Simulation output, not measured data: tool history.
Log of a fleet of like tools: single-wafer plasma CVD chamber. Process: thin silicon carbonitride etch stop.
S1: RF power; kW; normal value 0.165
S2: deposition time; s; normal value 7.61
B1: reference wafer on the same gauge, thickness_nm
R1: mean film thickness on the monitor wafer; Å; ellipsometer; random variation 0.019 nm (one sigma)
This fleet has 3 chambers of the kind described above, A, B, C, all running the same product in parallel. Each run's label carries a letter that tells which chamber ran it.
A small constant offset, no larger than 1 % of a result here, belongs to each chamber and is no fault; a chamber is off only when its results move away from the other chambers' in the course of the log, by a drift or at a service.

run 1A hour=8.8 | S1=0.165 S2=7.61 | B1=4.7677 | R1=40.646
run 2C hour=15.5 | S1=0.165 S2=7.61 | B1=4.7735 | R1=40.542
run 3B hour=23.4 | S1=0.165 S2=7.61 | B1=4.7666 | R1=41.439
run 4A hour=30.0 | S1=0.165 S2=7.61 | B1=4.7686 | R1=40.892
run 5C hour=39.6 | S1=0.150 S2=7.08 | B1=4.7732 | R1=36.727
run 6B hour=49.9 | S1=0.150 S2=7.08 | B1=4.7703 | R1=37.173
run 7A hour=60.0 | S1=0.150 S2=7.08 | B1=4.7704 | R1=36.884
run 8B hour=71.2 | S1=0.165 S2=7.61 | B1=4.7705 | R1=41.409
run 9C hour=82.4 | S1=0.165 S2=7.61 | B1=4.7728 | R1=40.527
run 10B hour=88.6 | S1=0.165 S2=7.61 | B1=4.7701 | R1=41.429
run 11A hour=98.4 | S1=0.165 S2=7.61 | B1=4.7688 | R1=40.660
run 12C hour=106.3 | S1=0.165 S2=7.61 | B1=4.7724 | R1=40.988
run 13B hour=115.5 | S1=0.165 S2=7.61 | B1=4.7710 | R1=41.630
run 14C hour=125.1 | S1=0.165 S2=7.61 | B1=4.7724 | R1=40.880
-- hour=127.7 chamber C: thermocouple changed; heater temperature recalibrated
run 15A hour=134.3 | S1=0.185 S2=6.66 | B1=4.7675 | R1=37.321
run 16C hour=140.8 | S1=0.185 S2=6.66 | B1=4.7633 | R1=36.869
run 17A hour=147.3 | S1=0.185 S2=6.66 | B1=4.7686 | R1=37.413
run 18B hour=158.1 | S1=0.165 S2=7.61 | B1=4.7735 | R1=41.123
run 19C hour=165.7 | S1=0.165 S2=7.61 | B1=4.7713 | R1=40.984
run 20B hour=172.3 | S1=0.165 S2=7.61 | B1=4.7703 | R1=41.392
run 21A hour=181.5 | S1=0.145 S2=8.42 | B1=4.7721 | R1=43.589
run 22B hour=187.2 | S1=0.145 S2=8.42 | B1=4.7719 | R1=44.324
run 23A hour=197.5 | S1=0.145 S2=8.42 | B1=4.7737 | R1=43.894
run 24C hour=203.2 | S1=0.165 S2=7.61 | B1=4.7698 | R1=40.797
run 25C hour=212.4 | S1=0.165 S2=7.61 | B1=4.7723 | R1=40.519
run 26B hour=218.4 | S1=0.180 S2=6.32 | B1=4.7695 | R1=35.395
run 27A hour=224.9 | S1=0.180 S2=6.32 | B1=4.7726 | R1=34.883
run 28A hour=231.0 | S1=0.180 S2=6.32 | B1=4.7708 | R1=34.899
run 29C hour=241.8 | S1=0.165 S2=7.61 | B1=4.7655 | R1=40.690
run 30B hour=250.0 | S1=0.165 S2=7.61 | B1=4.7664 | R1=41.260
run 31B hour=255.1 | S1=0.165 S2=7.61 | B1=4.7670 | R1=41.196
run 32A hour=265.9 | S1=0.165 S2=7.61 | B1=4.7684 | R1=41.088
run 33C hour=271.8 | S1=0.165 S2=7.61 | B1=4.7696 | R1=40.902
run 34A hour=280.4 | S1=0.165 S2=7.61 | B1=4.7724 | R1=41.203
run 35C hour=290.8 | S1=0.165 S2=7.61 | B1=4.7737 | R1=40.537

Each of the 3 chambers runs these same settings next. Fill in every chamber's results:
run 36A hour=298.9 | S1=0.165 S2=7.61 | R1=?
run 36B hour=298.9 | S1=0.165 S2=7.61 | R1=?
run 36C hour=298.9 | S1=0.165 S2=7.61 | R1=?

run=36A R1=41.030
run=36B R1=41.045
run=36C R1=40.474
